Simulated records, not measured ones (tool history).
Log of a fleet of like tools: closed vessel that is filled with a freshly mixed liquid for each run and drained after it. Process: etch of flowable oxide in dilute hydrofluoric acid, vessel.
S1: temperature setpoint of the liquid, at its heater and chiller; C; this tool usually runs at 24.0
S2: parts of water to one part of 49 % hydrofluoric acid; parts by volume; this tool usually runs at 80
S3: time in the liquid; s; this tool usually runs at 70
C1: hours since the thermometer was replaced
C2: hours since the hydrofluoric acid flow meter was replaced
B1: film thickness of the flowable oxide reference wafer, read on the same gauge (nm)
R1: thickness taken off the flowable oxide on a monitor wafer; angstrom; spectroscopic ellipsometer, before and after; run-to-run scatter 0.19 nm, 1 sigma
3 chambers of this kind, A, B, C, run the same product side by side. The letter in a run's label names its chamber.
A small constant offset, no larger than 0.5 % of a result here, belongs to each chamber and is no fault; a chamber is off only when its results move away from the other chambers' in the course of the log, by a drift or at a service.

run 1C hour=8.5 | S1=24.0 S2=80 S3=70 | C1=10.5 C2=737.1 | B1=90.015 | R1=282.78
run 2B hour=17.1 | S1=24.0 S2=80 S3=70 | C1=2042.4 C2=271.8 | B1=90.012 | R1=281.07
run 3A hour=23.5 | S1=24.0 S2=80 S3=70 | C1=1121.3 C2=325.7 | B1=89.978 | R1=277.27
run 4B hour=33.0 | S1=24.0 S2=80 S3=70 | C1=2058.3 C2=287.7 | B1=90.000 | R1=275.69
run 5A hour=40.2 | S1=24.0 S2=80 S3=70 | C1=1138.0 C2=342.4 | B1=89.978 | R1=279.31
run 6C hour=47.3 | S1=24.0 S2=80 S3=70 | C1=49.3 C2=775.9 | B1=90.017 | R1=282.61
run 7C hour=54.8 | S1=21.5 S2=55 S3=70 | C1=56.8 C2=783.4 | B1=89.954 | R1=387.44
run 8B hour=65.0 | S1=21.5 S2=55 S3=70 | C1=2090.3 C2=319.7 | B1=89.995 | R1=378.33
run 9A hour=73.7 | S1=21.5 S2=55 S3=70 | C1=1171.5 C2=375.9 | B1=89.959 | R1=376.55
run 10B hour=78.5 | S1=24.0 S2=80 S3=70 | C1=2103.8 C2=333.2 | B1=89.999 | R1=280.10
run 11C hour=87.2 | S1=24.0 S2=80 S3=70 | C1=89.2 C2=815.8 | B1=90.006 | R1=288.58
run 12A hour=95.9 | S1=24.0 S2=80 S3=70 | C1=1193.7 C2=398.1 | B1=90.000 | R1=283.97
run 13B hour=106.5 | S1=24.0 S2=80 S3=70 | C1=2131.8 C2=361.2 | B1=89.994 | R1=281.21
run 14A hour=116.8 | S1=24.0 S2=80 S3=70 | C1=1214.6 C2=419.0 | B1=89.991 | R1=278.89
run 15C hour=126.6 | S1=24.0 S2=80 S3=70 | C1=128.6 C2=855.2 | B1=89.957 | R1=293.54
-- hour=133.9 chamber A: thermometer replaced
run 16A hour=134.8 | S1=24.0 S2=80 S3=70 | C1=0.9 C2=437.0 | B1=89.988 | R1=278.86
run 17B hour=144.5 | S1=24.0 S2=80 S3=70 | C1=2169.8 C2=399.2 | B1=89.978 | R1=279.15
run 18C hour=153.3 | S1=24.0 S2=80 S3=70 | C1=155.3 C2=881.9 | B1=89.999 | R1=297.42
run 19B hour=160.6 | S1=24.0 S2=80 S3=70 | C1=2185.9 C2=415.3 | B1=90.009 | R1=282.17
run 20C hour=166.4 | S1=24.0 S2=80 S3=70 | C1=168.4 C2=895.0 | B1=90.018 | R1=296.87

Next, every chamber runs the same settings. What will each give?
run 21A hour=173.9 | S1=24.0 S2=40 S3=70 | R1=?
run 21B hour=173.9 | S1=24.0 S2=40 S3=70 | R1=?
run 21C hour=173.9 | S1=24.0 S2=40 S3=70 | R1=?

run=21A R1=586.76
run=21B R1=585.24
run=21C R1=637.88
